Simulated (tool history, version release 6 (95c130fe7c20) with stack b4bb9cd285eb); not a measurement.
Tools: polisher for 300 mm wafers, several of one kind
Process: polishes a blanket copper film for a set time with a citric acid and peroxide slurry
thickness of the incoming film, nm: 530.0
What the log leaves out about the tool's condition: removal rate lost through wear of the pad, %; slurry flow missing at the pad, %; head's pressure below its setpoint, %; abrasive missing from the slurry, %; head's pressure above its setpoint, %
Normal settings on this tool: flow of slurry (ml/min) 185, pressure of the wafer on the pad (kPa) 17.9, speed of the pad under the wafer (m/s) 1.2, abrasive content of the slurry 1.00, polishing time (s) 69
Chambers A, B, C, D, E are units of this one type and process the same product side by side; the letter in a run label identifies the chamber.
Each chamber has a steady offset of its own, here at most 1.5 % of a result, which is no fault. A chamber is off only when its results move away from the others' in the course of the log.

run     day  flow of slurry (ml/min)  pressure of the wafer on the pad (kPa)  speed of the pad under the wafer (m/s)  abrasive content of the slurry  polishing time (s)  wafers polished on this pad  hours since the slurry nozzle was cleaned  hours since the head pressure was calibrated  hours since the slurry blender was calibrated  film removed (nm)
 1D   0.583                      185                                    17.9                                     1.2                            1.00                  69                         1127                                      143.3                                         857.2                                           31.0             159.61
      0.742  -- chamber E: worn pad replaced by a new one
 2B   0.946                      185                                    17.9                                     1.2                            1.00                  69                         1439                                      299.7                                          25.0                                          160.8             159.97
      1.475  -- chamber B: worn pad replaced by a new one
      1.508  -- chamber A: slurry blender recalibrated
 3E   1.567                      185                                    17.9                                     1.2                            1.00                  69                          291                                      287.9                                         861.1                                          206.0             154.90
      1.662  -- chamber D: worn pad replaced by a new one
 4C   2.196                      185                                    17.9                                     1.2                            1.00                  69                          966                                      473.7                                         348.3                                          360.1             155.14
      2.208  -- chamber C: slurry blender recalibrated
      2.462  -- chamber A: worn pad replaced by a new one
 5A   2.800                      185                                    17.9                                     1.2                            1.00                  69                          119                                      318.9                                         674.4                                           31.0             156.71
 6A   3.217                      240                                    17.9                                     1.2                            0.85                  69                          266                                      328.9                                         684.4                                           41.0             157.02
      3.633  -- chamber C: worn pad replaced by a new one
 7E   3.783                      240                                    17.9                                     1.2                            0.85                  69                         1074                                      341.1                                         914.3                                          259.2             156.50
      3.829  -- chamber B: slurry blender recalibrated
 8C   4.196                      240                                    17.9                                     1.2                            0.85                  69                          199                                      521.7                                         396.3                                           47.8             156.36
      4.579  -- chamber E: worn pad replaced by a new one
      4.696  -- chamber E: slurry blender recalibrated
 9B   4.804                      240                                    17.9                                     1.2                            0.85                  69                         1175                                      392.3                                         117.6                                           23.5             159.86
10D   5.108                      240                                    17.9                                     1.2                            0.85                  69                         1217                                      251.9                                         965.8                                          139.6             159.25
      5.421  -- chamber B: worn pad replaced by a new one
11A   5.738                      185                                    17.9                                     1.0                            1.00                  80                         1156                                      389.4                                         744.9                                          101.5             150.31
      5.992  -- chamber C: slurry nozzle cleaned
      6.183  -- chamber D: worn pad replaced by a new one
12D   6.367                      185                                    17.9                                     1.0                            1.00                  80                           66                                      282.1                                         996.0                                          169.8             155.75
13E   6.658                      185                                    17.9                                     1.0                            1.00                  80                          734                                      410.1                                         983.3                                           47.1             150.89
      6.996  -- chamber A: worn pad replaced by a new one
14B   7.058                      185                                    17.9                                     1.0                            1.00                  80                          578                                      446.4                                         171.7                                           77.6             154.86
      7.158  -- chamber D: slurry blender recalibrated
15C   7.350                      185                                    17.9                                     1.0                            1.00                  80                         1313                                       32.7                                         472.0                                          123.5             152.51
16E   7.671                      185                                    17.9                                     1.2                            0.90                  69                         1091                                      434.4                                        1007.6                                           71.4             152.38
      7.762  -- chamber C: worn pad replaced by a new one
17A   8.188                      185                                    17.9                                     1.2                            0.90                  69                          421                                      448.2                                         803.7                                          160.3             152.75
      8.246  -- chamber E: worn pad replaced by a new one
18C   8.504                      185                                    17.9                                     1.2                            0.90                  69                          263                                       60.4                                         499.7                                          151.2             154.15
19D   8.875                      185                                    17.9                                     1.2                            0.90                  69                          951                                      342.3                                        1056.2                                           41.3             156.96
      9.075  -- chamber B: worn pad replaced by a new one
20B   9.217                      185                                    17.9                                     1.2                            0.90                  69                           51                                      498.2                                         223.5                                          129.4             158.31
      9.279  -- chamber A: slurry blender recalibrated
21B   9.621                      185                                    17.9                                     1.2                            1.00                  69                          193                                      507.9                                         233.2                                          139.1             163.53
     10.050  -- chamber A: head pressure recalibrated
22C  10.150                      185                                    17.9                                     1.2                            1.00                  69                          844                                       99.9                                         539.2                                          190.7             156.34
     10.200  -- chamber D: worn pad replaced by a new one
     10.650  -- chamber A: slurry nozzle cleaned
23D  10.658                      185                                    17.9                                     1.2                            1.00                  69                          161                                      385.1                                        1099.0                                           84.1             161.92
24A  11.238                      185                                    17.9                                     1.2                            1.00                  69                         1498                                       14.1                                          28.5                                           47.1             144.73
     11.458  -- chamber A: worn pad replaced by a new one
25E  11.542                      185                                    17.9                                     1.2                            1.00                  69                         1163                                      527.3                                        1100.5                                          164.3             156.57
     11.733  -- chamber E: worn pad replaced by a new one
26A  12.054                      185                                    17.9                                     1.2                            1.00                  69                          210                                       33.7                                          48.1                                           66.7             146.46
     12.258  -- chamber D: head pressure recalibrated
     12.325  -- chamber C: worn pad replaced by a new one
27B  12.504                      185                                    17.9                                     1.2                            1.00                  69                         1211                                      577.1                                         302.4                                          208.3             159.21
     12.900  -- chamber B: worn pad replaced by a new one
28D  12.925                      185                                    17.9                                     1.2                            1.00                  69                          961                                      439.5                                          16.0                                          138.5             160.44
     13.158  -- chamber E: head pressure recalibrated
     13.188  -- chamber B: slurry blender recalibrated
29E  13.412                      185                                    17.9                                     1.2                            1.00                  69                          593                                      572.2                                           6.1                                          209.2             158.70
30C  13.783                      185                                    17.9                                     1.2                            1.00                  69                          515                                      187.1                                         626.4                                          277.9             154.62
31E  14.258                      185                                    13.1                                     1.2                            1.00                  79                          892                                      592.5                                          26.4                                          229.5             133.51
     14.583  -- chamber D: slurry blender recalibrated
     14.779  -- chamber D: worn pad replaced by a new one
32A  14.808                      185                                    13.1                                     1.2                            1.00                  79                         1183                                       99.8                                         114.2                                          132.8             123.11
33C  15.450                      185                                    13.1                                     1.2                            1.00                  79                         1104                                      227.1                                         666.4                                          317.9             128.47
     15.458  -- chamber B: slurry nozzle cleaned
     15.554  -- chamber E: worn pad replaced by a new one
     15.883  -- chamber C: slurry blender recalibrated
34D  15.946                      185                                    13.1                                     1.2                            1.00                  79                          412                                      512.0                                          88.5                                           32.8             132.11
     16.021  -- chamber C: worn pad replaced by a new one
     16.167  -- chamber A: worn pad replaced by a new one
35B  16.346                      185                                    13.1                                     1.2                            1.00                  79                         1216                                       21.4                                         394.6                                           75.9             134.47
     16.571  -- chamber A: slurry blender recalibrated
36B  16.708                      185                                    17.9                                     1.2                            1.00                  69                         1344                                       30.1                                         403.3                                           84.6             160.01
     17.146  -- chamber B: worn pad replaced by a new one
     17.350  -- chamber E: slurry nozzle cleaned
37C  17.350                      185                                    21.4                                     1.2                            1.00                  69                          469                                      272.7                                         712.0                                           35.3             186.10
     17.800  -- chamber E: slurry blender recalibrated
38E  17.954                      185                                    21.4                                     1.2                            1.00                  69                          848                                       14.5                                         115.1                                            3.8             184.63
39D  18.350                      185                                    21.4                                     1.2                            1.00                  69                         1261                                      569.7                                         146.2                                           90.5             186.30
40A  18.633                      185                                    21.4                                     1.2                            1.00                  69                          871                                      191.6                                         206.0                                           49.6             175.19
41A  19.029                      185                                    21.4                                     1.2                            1.00                  69                         1011                                      201.1                                         215.5                                           59.1             172.81
42C  19.400                      185                                    17.9                                     1.2                            1.00                  69                         1193                                      321.9                                         761.2                                           84.5             154.02
     19.638  -- chamber E: worn pad replaced by a new one
43B  19.871                      185                                    17.9                                     1.2                            1.00                  69                          962                                      106.0                                         479.2                                          160.5             158.55
44E  20.254                      185                                    17.9                                     1.2                            1.00                  69                          217                                       69.7                                         170.3                                           59.0             153.90

The same settings go to every chamber for the next run, one line per chamber below. Forecast the results for each:
45A  20.725                      185                                    17.9                                     1.2                            1.00                  69                                                                                                                                                                                       ?
45B  20.725                      185                                    17.9                                     1.2                            1.00                  69                                                                                                                                                                                       ?
45C  20.725                      185                                    17.9                                     1.2                            1.00                  69                                                                                                                                                                                       ?
45D  20.725                      185                                    17.9                                     1.2                            1.00                  69                                                                                                                                                                                       ?
45E  20.725                      185                                    17.9                                     1.2                            1.00                  69                                                                                                                                                                                       ?

run  film removed (nm)
45A             147.12
45B             157.69
45C             156.51
45D             159.27
45E             156.41

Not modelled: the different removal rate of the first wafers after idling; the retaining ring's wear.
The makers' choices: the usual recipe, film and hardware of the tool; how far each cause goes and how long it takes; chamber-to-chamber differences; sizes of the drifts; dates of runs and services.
